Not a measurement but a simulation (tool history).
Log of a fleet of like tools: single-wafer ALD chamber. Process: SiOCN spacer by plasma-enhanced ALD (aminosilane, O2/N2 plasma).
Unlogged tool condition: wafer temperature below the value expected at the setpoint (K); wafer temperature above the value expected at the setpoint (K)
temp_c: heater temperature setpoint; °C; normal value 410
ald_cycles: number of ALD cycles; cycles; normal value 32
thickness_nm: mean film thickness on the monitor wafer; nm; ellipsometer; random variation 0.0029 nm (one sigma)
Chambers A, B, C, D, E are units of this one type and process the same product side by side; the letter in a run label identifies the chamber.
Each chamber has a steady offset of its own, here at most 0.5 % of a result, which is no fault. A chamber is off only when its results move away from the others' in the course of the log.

run   hour  temp_c  ald_cycles  hours since the last thermocouple change  read-back reference wafer on the same gauge, thickness_nm  thickness_nm
 1B    3.7     410          32                                    1049.9                                                     1.6301        1.8630
 2A   11.2     410          32                                     136.3                                                     1.6300        1.8776
 3C   16.4     410          32                                    1041.7                                                     1.6312        1.8619
 4D   20.8     410          32                                    1166.9                                                     1.6308        1.8801
 5E   28.0     405          27                                    1072.9                                                     1.6314        1.6024
      29.5  -- chamber E: thermocouple changed; heater temperature recalibrated
 6C   32.2     405          27                                    1057.5                                                     1.6319        1.6040
 7E   37.8     405          27                                       8.3                                                     1.6323        1.5995
 8A   46.0     405          27                                     171.1                                                     1.6315        1.6132
 9B   52.4     405          27                                    1098.6                                                     1.6325        1.6008
10D   56.1     410          32                                    1202.2                                                     1.6320        1.8797
11A   64.6     402          37                                     189.7                                                     1.6326        2.2310
12B   70.3     402          37                                    1116.5                                                     1.6332        2.2134
      73.3  -- chamber D: thermocouple changed; heater temperature recalibrated
13E   78.0     402          37                                      48.5                                                     1.6337        2.2115
14C   82.7     402          37                                    1108.0                                                     1.6338        2.2183
15D   90.6     402          37                                      17.4                                                     1.6328        2.2258
16B   96.0     410          32                                    1142.2                                                     1.6339        1.8685
17D  103.6     410          32                                      30.4                                                     1.6346        1.8800
18A  111.4     410          32                                     236.5                                                     1.6347        1.8867
19C  116.3     424          38                                    1141.6                                                     1.6347        2.1236
20E  123.6     424          38                                      94.1                                                     1.6352        2.1231
21A  130.6     424          38                                     255.7                                                     1.6356        2.1467
22D  135.0     424          38                                      61.8                                                     1.6349        2.1306
23B  141.6     424          38                                    1187.8                                                     1.6357        2.1197
24C  147.6     410          32                                    1172.9                                                     1.6356        1.8738
25E  155.4     410          32                                     125.9                                                     1.6367        1.8763
26A  161.4     410          32                                     286.5                                                     1.6367        1.8881
27B  166.1     410          32                                    1212.3                                                     1.6376        1.8738
28E  173.0     410          32                                     143.5                                                     1.6372        1.8704
29C  180.9     410          32                                    1206.2                                                     1.6376        1.8800
30D  186.9     410          32                                     113.7                                                     1.6378        1.8832
31E  193.9     410          32                                     164.4                                                     1.6379        1.8713
32B  198.2     410          32                                    1244.4                                                     1.6373        1.8720
33A  205.3     410          32                                     330.4                                                     1.6382        1.8849
34D  212.2     410          32                                     139.0                                                     1.6386        1.8845
35C  217.9     410          32                                    1243.2                                                     1.6390        1.8773
36E  222.3     410          32                                     192.8                                                     1.6393        1.8721
37A  229.9     410          32                                     355.0                                                     1.6397        1.8923
38D  233.7     410          30                                     160.5                                                     1.6399        1.7705
39B  238.4     410          30                                    1284.6                                                     1.6402        1.7545
40C  242.2     410          30                                    1267.5                                                     1.6405        1.7622

Which is it: a chamber that has drifted or been left off by a service, a gauge drift common to all chambers, or only each chamber's usual small offset? If a chamber is off, name it and its likeliest cause.

Gauge drift. The chambers move together only on paper, and none stands off.
Most likely cause: gauge reads high (%) = 0.639.

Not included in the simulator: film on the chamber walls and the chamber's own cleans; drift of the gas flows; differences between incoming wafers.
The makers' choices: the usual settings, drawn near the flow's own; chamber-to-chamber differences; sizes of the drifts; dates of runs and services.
